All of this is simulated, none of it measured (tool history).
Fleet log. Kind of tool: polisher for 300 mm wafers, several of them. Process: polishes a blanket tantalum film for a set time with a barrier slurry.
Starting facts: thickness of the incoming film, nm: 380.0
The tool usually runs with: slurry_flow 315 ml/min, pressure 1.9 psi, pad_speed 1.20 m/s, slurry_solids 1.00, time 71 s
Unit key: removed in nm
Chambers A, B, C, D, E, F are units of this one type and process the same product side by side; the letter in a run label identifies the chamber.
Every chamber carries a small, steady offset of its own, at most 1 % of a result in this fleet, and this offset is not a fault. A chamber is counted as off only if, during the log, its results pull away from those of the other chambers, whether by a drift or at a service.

run,day,slurry_flow,pressure,pad_speed,slurry_solids,time,wafers polished on this pad,hours since the slurry nozzle was cleaned,hours since the head pressure was calibrated,hours since the slurry blender was calibrated,removed
1D,0.233,315,1.9,1.20,1.00,71,811,492.1,710.1,318.0,155.45
2B,0.496,315,1.9,1.20,1.00,71,858,195.6,572.3,202.2,156.63
# day 0.742: chamber F: worn pad replaced by a new one
3F,0.750,315,1.9,1.20,1.00,71,2,30.0,237.4,118.9,149.38
# day 0.933: chamber A: slurry blender recalibrated
4C,0.988,315,1.9,1.20,1.00,71,317,466.9,299.0,150.8,157.72
# day 1.017: chamber D: worn pad replaced by a new one
# day 1.196: chamber A: worn pad replaced by a new one
5A,1.379,315,1.9,1.20,1.00,71,44,33.8,581.9,10.7,156.65
# day 1.542: chamber B: slurry nozzle cleaned
6E,1.600,315,1.9,1.20,1.00,71,949,267.0,749.8,314.8,155.28
# day 1.625: chamber D: slurry blender recalibrated
7B,1.871,315,1.9,1.20,1.00,71,1183,8.0,605.3,235.2,155.34
# day 2.088: chamber E: worn pad replaced by a new one
8D,2.162,315,1.9,1.20,1.00,71,270,538.4,756.4,13.0,152.16
9E,2.496,315,1.9,1.20,1.00,71,96,288.5,771.3,336.3,149.54
# day 2.683: chamber C: slurry nozzle cleaned
# day 2.767: chamber B: worn pad replaced by a new one
10C,2.858,315,1.9,1.20,1.00,71,758,4.2,343.9,195.7,152.09
11F,3.092,315,1.9,1.20,1.00,71,555,86.2,293.6,175.1,154.81
# day 3.246: chamber F: worn pad replaced by a new one
12A,3.362,315,1.9,1.20,1.00,71,512,81.4,629.5,58.3,154.34
# day 3.388: chamber C: worn pad replaced by a new one
13F,3.683,315,1.9,1.20,1.00,71,103,100.4,307.8,189.3,151.79
# day 3.746: chamber D: slurry nozzle cleaned
14D,3.908,315,1.9,1.20,1.00,71,682,4.0,798.3,54.9,157.67
15C,4.217,315,1.9,1.20,1.00,71,196,36.8,376.5,228.3,157.33
16A,4.567,315,1.9,1.20,1.00,71,796,110.3,658.4,87.2,155.81
17E,4.754,315,1.9,1.20,1.00,71,629,342.7,825.5,390.5,154.74
# day 4.950: chamber C: slurry blender recalibrated
18B,4.992,315,1.9,1.20,1.00,71,525,82.9,680.2,310.1,151.82
19C,5.321,315,1.9,1.20,1.00,71,456,63.3,403.0,8.9,153.61
# day 5.383: chamber A: slurry blender recalibrated
20A,5.688,315,1.9,1.20,1.00,71,1060,137.2,685.3,7.3,154.77
# day 5.729: chamber A: worn pad replaced by a new one
# day 5.775: chamber F: worn pad replaced by a new one
21E,5.979,315,1.9,1.20,1.00,71,918,372.1,854.9,419.9,154.17
22D,6.212,315,1.9,1.20,1.00,71,1226,59.3,853.6,110.2,153.44
# day 6.471: chamber E: slurry blender recalibrated
23B,6.554,315,1.9,1.20,1.00,71,894,120.4,717.7,347.6,150.70
# day 6.621: chamber D: worn pad replaced by a new one
24F,6.738,315,1.9,1.20,1.00,71,227,173.7,381.1,262.6,150.56
# day 6.858: chamber C: worn pad replaced by a new one
25D,7.000,315,1.9,1.20,1.00,71,90,78.2,872.5,129.1,151.88
# day 7.092: chamber E: worn pad replaced by a new one
26C,7.225,315,1.9,1.20,1.00,71,86,109.0,448.7,54.6,151.86
# day 7.383: chamber F: slurry blender recalibrated
27E,7.433,390,1.9,0.96,1.00,71,81,407.0,889.8,23.2,122.37
# day 7.575: chamber F: head pressure recalibrated
28F,7.696,390,1.9,0.96,1.00,71,453,196.7,3.0,7.6,125.97
29B,8.083,390,1.9,0.96,1.00,71,1255,157.1,754.4,384.3,118.65
30A,8.458,390,1.9,0.96,1.00,71,644,203.7,751.8,73.8,128.20
# day 8.467: chamber F: worn pad replaced by a new one
# day 8.600: chamber B: slurry blender recalibrated
31C,8.667,390,1.9,0.96,1.00,71,426,143.6,483.3,89.2,125.81
# day 8.746: chamber B: worn pad replaced by a new one
32E,9.033,390,1.9,0.96,1.00,71,459,445.4,928.2,61.6,124.73
33F,9.379,315,1.5,1.20,1.25,71,215,237.1,43.4,48.0,128.90
34D,9.579,315,1.5,1.20,1.25,71,699,140.1,934.4,191.0,130.19
# day 9.667: chamber B: slurry nozzle cleaned
35A,9.854,315,1.5,1.20,1.25,71,974,237.2,785.3,107.3,130.90
# day 10.075: chamber C: worn pad replaced by a new one
# day 10.100: chamber A: slurry blender recalibrated
36B,10.175,315,1.5,1.20,1.25,71,338,12.2,804.6,37.8,118.83
# day 10.371: chamber A: worn pad replaced by a new one
37B,10.567,315,1.5,1.20,1.25,71,430,21.6,814.0,47.2,121.00
38D,10.954,315,1.5,1.20,1.25,71,1023,173.1,967.4,224.0,130.67
39E,11.162,315,1.9,1.20,1.00,71,961,496.5,979.3,112.7,154.61
# day 11.221: chamber F: worn pad replaced by a new one
40A,11.412,315,1.9,1.20,1.00,71,246,274.6,822.7,31.5,154.99
41F,11.671,315,1.9,1.20,0.90,63,106,292.1,98.4,103.0,130.45
42C,11.846,315,1.9,1.20,0.90,63,418,219.9,559.6,165.5,130.12

Does one chamber stand apart from the rest, does the shared gauge drift, or is all well apart from small per-chamber offsets? Give the chamber and the most likely cause, where there is one.

One chamber, B, drifts off from the rest bit by bit.
Most likely cause: head's pressure below its setpoint, % = 7.71.

Here are 4 candidates for chamber B's next run, each the usual settings with a change, their results left as question marks. Which one brings its results back in line with what the others give on the usual settings?
In-line tolerance around the mean of the other chambers on the usual settings: removed 7.00 nm
43B-1,12.133,315,1.9,1.10,1.00,65,,,,,?
43B-2,12.133,315,1.9,1.28,1.00,71,,,,,?
43B-3,12.133,315,1.9,1.10,1.00,71,,,,,?
43B-4,12.133,315,2.0,1.26,1.00,75,,,,,?

Other chambers, usual settings, mean: removed 153.76 nm
run,removed
43B-1,119.90
43B-2,152.26
43B-3,130.96
43B-4,166.65
It is 43B-2 that realigns the chamber with its peers.
